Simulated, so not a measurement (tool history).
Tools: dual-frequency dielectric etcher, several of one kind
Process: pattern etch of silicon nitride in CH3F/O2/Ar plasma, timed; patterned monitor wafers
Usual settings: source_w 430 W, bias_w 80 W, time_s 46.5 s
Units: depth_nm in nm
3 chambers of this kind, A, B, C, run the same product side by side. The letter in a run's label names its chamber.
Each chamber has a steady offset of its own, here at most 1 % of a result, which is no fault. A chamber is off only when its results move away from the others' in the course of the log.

| run | hour | source_w | bias_w | time_s | hours since the last wet clean | hours since the last source power generator calibration | hours since the last bias power generator calibration | read-back reference wafer on the same gauge, depth_nm | depth_nm |
|---|---|---|---|---|---|---|---|---|---|
| 1C | 10.4 | 430 | 80 | 46.5 | 144.5 | 1287.1 | 382.6 | 36.683 | 34.226 |
| 2B | 20 | 430 | 80 | 46.5 | 354.8 | 1264 | 2269.5 | 36.669 | 35.072 |
| 3A | 27.4 | 430 | 80 | 46.5 | 90.3 | 439.4 | 1966.7 | 36.707 | 34.671 |
| 4B | 32.8 | 430 | 80 | 46.5 | 367.6 | 1276.8 | 2282.3 | 36.673 | 34.666 |
| 5A | 43.7 | 430 | 80 | 46.5 | 106.6 | 455.7 | 1983 | 36.748 | 34.638 |
| 6C | 52 | 430 | 91 | 46.5 | 186.1 | 1328.7 | 424.2 | 36.692 | 36.209 |
| 7C | 57.7 | 430 | 91 | 46.5 | 191.8 | 1334.4 | 429.9 | 36.68 | 35.863 |
| 8B | 64 | 430 | 91 | 46.5 | 398.8 | 1308 | 2313.5 | 36.738 | 36.544 |
| 9A | 74.3 | 430 | 80 | 46.5 | 137.2 | 486.3 | 2013.6 | 36.721 | 34.346 |
| 10A | 85.5 | 430 | 80 | 46.5 | 148.4 | 497.5 | 2024.8 | 36.771 | 34.561 |
| 11B | 92.3 | 430 | 80 | 46.5 | 427.1 | 1336.3 | 2341.8 | 36.662 | 34.421 |
| 12C | 103.8 | 430 | 80 | 46.5 | 237.9 | 1380.5 | 476 | 36.708 | 34.032 |
| 13A | 112.7 | 530 | 70 | 46.5 | 175.6 | 524.7 | 2052 | 36.677 | 35.272 |
| 14C | 117.9 | 530 | 70 | 46.5 | 252 | 1394.6 | 490.1 | 36.69 | 35.52 |
| 15B | 127.9 | 530 | 70 | 46.5 | 462.7 | 1371.9 | 2377.4 | 36.759 | 35.316 |
| 16A | 136.2 | 430 | 80 | 46.5 | 199.1 | 548.2 | 2075.5 | 36.628 | 34.225 |
| 17B | 147.4 | 430 | 95 | 60 | 482.2 | 1391.4 | 2396.9 | 36.687 | 47.693 |
| 18C | 155.4 | 430 | 95 | 60 | 289.5 | 1432.1 | 527.6 | 36.717 | 47.587 |
| 19A | 165 | 430 | 95 | 60 | 227.9 | 577 | 2104.3 | 36.75 | 47.733 |
|  | 166 | chamber B: wet clean of the chamber |
| 20B | 176.2 | 350 | 80 | 54 | 10.3 | 1420.2 | 2425.7 | 36.68 | 37.279 |
| 21C | 188 | 350 | 80 | 54 | 322.1 | 1464.7 | 560.2 | 36.735 | 37.221 |
| 22B | 193.3 | 350 | 80 | 54 | 27.4 | 1437.3 | 2442.8 | 36.701 | 37.054 |
| 23A | 203.5 | 430 | 80 | 46.5 | 266.4 | 615.5 | 2142.8 | 36.642 | 33.74 |
|  | 210.2 | chamber C: wet clean of the chamber |
| 24C | 210.6 | 430 | 80 | 46.5 | 0.5 | 1487.3 | 582.8 | 36.669 | 34.847 |
| 25B | 219 | 430 | 80 | 46.5 | 53.1 | 1463 | 2468.5 | 36.691 | 34.573 |
| 26C | 227.1 | 430 | 80 | 46.5 | 17 | 1503.8 | 599.3 | 36.699 | 34.61 |
| 27A | 237.6 | 430 | 80 | 46.5 | 300.5 | 649.6 | 2176.9 | 36.728 | 33.407 |
| 28C | 247.6 | 430 | 80 | 46.5 | 37.5 | 1524.3 | 619.8 | 36.737 | 34.333 |
| 29A | 257 | 430 | 80 | 46.5 | 319.9 | 669 | 2196.3 | 36.772 | 33.973 |
| 30B | 266.6 | 430 | 80 | 46.5 | 100.7 | 1510.6 | 2516.1 | 36.681 | 34.457 |
| 31B | 274.3 | 430 | 80 | 46.5 | 108.4 | 1518.3 | 2523.8 | 36.673 | 34.689 |
| 32C | 283.1 | 430 | 80 | 46.5 | 73 | 1559.8 | 655.3 | 36.771 | 34.239 |
| 33A | 291.9 | 430 | 64 | 46.5 | 354.8 | 703.9 | 2231.2 | 36.7 | 30.727 |
| 34B | 299.3 | 430 | 64 | 46.5 | 133.4 | 1543.3 | 2548.8 | 36.671 | 32.465 |
| 35C | 304.5 | 430 | 64 | 46.5 | 94.4 | 1581.2 | 676.7 | 36.685 | 32.125 |
| 36A | 313.5 | 430 | 80 | 46.5 | 376.4 | 725.5 | 2252.8 | 36.664 | 32.714 |
| 37A | 325.1 | 340 | 80 | 46.5 | 388 | 737.1 | 2264.4 | 36.654 | 30.24 |
| 38B | 335.1 | 340 | 80 | 46.5 | 169.2 | 1579.1 | 2584.6 | 36.617 | 32.247 |

What goes on in this fleet: one chamber off, a drifting gauge, or nothing beyond the chambers' own small offsets? Name the chamber and the cause, if any.

Chamber A drifts away from the others.
Cause: etch rate under this chamber's usual, % = 5.55.

Here are 4 candidates for chamber A's next run, each the usual settings with a change, their results left as question marks. Which one brings its results back in line with what the others give on the usual settings?
In line means no further than this from the other chambers' mean on the usual settings: depth_nm 0.8 nm
| 39A-1 | 343.7 | 370 | 80 | 46.5 |  |  |  |  | ? |
| 39A-2 | 343.7 | 440 | 82 | 51 |  |  |  |  | ? |
| 39A-3 | 343.7 | 460 | 86 | 46.5 |  |  |  |  | ? |
| 39A-4 | 343.7 | 430 | 78 | 42 |  |  |  |  | ? |

The other chambers' mean on the usual settings: depth_nm 34.491 nm
| run | depth_nm |
|---|---|
| 39A-1 | 30.947 |
| 39A-2 | 36.514 |
| 39A-3 | 34.425 |
| 39A-4 | 29.292 |
39A-3 brings the chamber back in line.

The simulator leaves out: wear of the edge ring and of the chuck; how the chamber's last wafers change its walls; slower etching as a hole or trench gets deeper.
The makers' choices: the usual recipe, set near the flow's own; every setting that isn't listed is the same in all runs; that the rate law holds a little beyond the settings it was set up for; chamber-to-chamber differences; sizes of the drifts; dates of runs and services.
